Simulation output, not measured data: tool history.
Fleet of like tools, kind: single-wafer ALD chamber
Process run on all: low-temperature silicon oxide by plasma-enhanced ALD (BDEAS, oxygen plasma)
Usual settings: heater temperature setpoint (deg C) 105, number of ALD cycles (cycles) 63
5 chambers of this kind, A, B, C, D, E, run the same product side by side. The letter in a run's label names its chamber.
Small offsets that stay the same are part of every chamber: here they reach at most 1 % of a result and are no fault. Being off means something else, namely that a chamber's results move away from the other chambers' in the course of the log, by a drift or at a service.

run   hour  heater temperature setpoint (deg C)  number of ALD cycles (cycles)  hours since the last thermocouple change  read-back reference wafer on the same gauge, thickness_nm  mean film thickness on the monitor wafer (nm)
 1A      8                                  105                             63                                     769.4                                                     9.4944                                         8.9322
 2B   15.6                                  105                             63                                    2144.4                                                     9.4817                                         9.0907
 3D   24.7                                  105                             63                                    1137.2                                                     9.4843                                         8.9467
 4E   34.6                                  105                             63                                     594.2                                                     9.4798                                         8.8574
 5C   42.2                                  105                             63                                       904                                                     9.4706                                         8.9486
 6A     53                                  105                             63                                     814.4                                                     9.4915                                         8.8597
 7B   62.3                                  105                             63                                    2191.1                                                     9.4773                                         9.0196
 8E   70.4                                  105                             63                                       630                                                     9.4659                                         8.9356
 9D   77.5                                   93                             51                                      1190                                                     9.4846                                         7.4602
10C   82.9                                   93                             51                                     944.7                                                     9.4827                                         7.4882
11A   92.4                                   93                             51                                     853.8                                                     9.4902                                         7.5486
12D   98.4                                   93                             51                                    1210.9                                                     9.4786                                         7.4745
13E  103.3                                   93                             51                                     662.9                                                     9.4773                                         7.5084
14C  111.1                                  105                             63                                     972.9                                                      9.474                                         8.9189
15B  116.9                                   95                             63                                    2245.7                                                     9.4846                                         9.2891
16B  122.9                                   95                             63                                    2251.7                                                     9.4759                                         9.2875
17E  128.3                                   95                             63                                     687.9                                                     9.4674                                         9.0768
18A  136.8                                   95                             63                                     898.2                                                     9.4663                                         9.1212
19C  145.5                                   95                             63                                    1007.3                                                     9.4699                                         9.2601
20D  150.5                                  105                             63                                      1263                                                     9.4718                                         8.8857
21C  160.4                                  105                             63                                    1022.2                                                     9.4728                                         8.8781
22E  170.4                                  105                             63                                       730                                                     9.4789                                         8.8844
23A  175.1                                  105                             68                                     936.5                                                     9.4844                                         9.6433
24B  184.7                                  105                             68                                    2313.5                                                     9.4813                                         9.7824
25D  190.5                                  105                             68                                      1303                                                     9.4781                                         9.6554
26C  196.7                                  105                             68                                    1058.5                                                     9.4807                                         9.7452
27D  203.1                                  105                             68                                    1315.6                                                      9.475                                         9.6259
28A  210.3                                  105                             63                                     971.7                                                     9.4793                                         8.8895
29B  216.5                                  105                             63                                    2345.3                                                     9.4756                                         8.9983
30E  222.5                                  105                             63                                     782.1                                                     9.4802                                         8.9265
31B  232.7                                  105                             53                                    2361.5                                                     9.4877                                         7.5868
32D  240.1                                  105                             53                                    1352.6                                                     9.4746                                         7.5091
33C  248.2                                  105                             53                                      1110                                                     9.4965                                         7.4682
34A  256.8                                  105                             53                                    1018.2                                                     9.4793                                         7.5324
35E  261.5                                  105                             53                                     821.1                                                     9.4962                                         7.5356
36E  267.7                                  105                             63                                     827.3                                                     9.4749                                         8.8952
37C  276.7                                  116                             59                                    1138.5                                                     9.4772                                         8.2697
38B  283.5                                  116                             59                                    2412.3                                                     9.4851                                         8.2459
39A  288.4                                  116                             59                                    1049.8                                                     9.4854                                         8.0732
40D  297.5                                  116                             59                                      1410                                                     9.4753                                         8.2001
41A  302.7                                  116                             59                                    1064.1                                                     9.4819                                         8.1152
42E  313.3                                  105                             63                                     872.9                                                     9.4897                                         8.8436
43B  318.2                                  105                             63                                      2447                                                     9.4829                                         9.0158

All 5 chambers run these settings next. Forecast each chamber's results:
44A   326                                  105                             63                                                                                                                                                   ?
44B   326                                  105                             63                                                                                                                                                   ?
44C   326                                  105                             63                                                                                                                                                   ?
44D   326                                  105                             63                                                                                                                                                   ?
44E   326                                  105                             63                                                                                                                                                   ?

run  mean film thickness on the monitor wafer (nm)
44A                                         8.8467
44B                                         8.9659
44C                                         8.9363
44D                                         8.8474
44E                                         8.9369
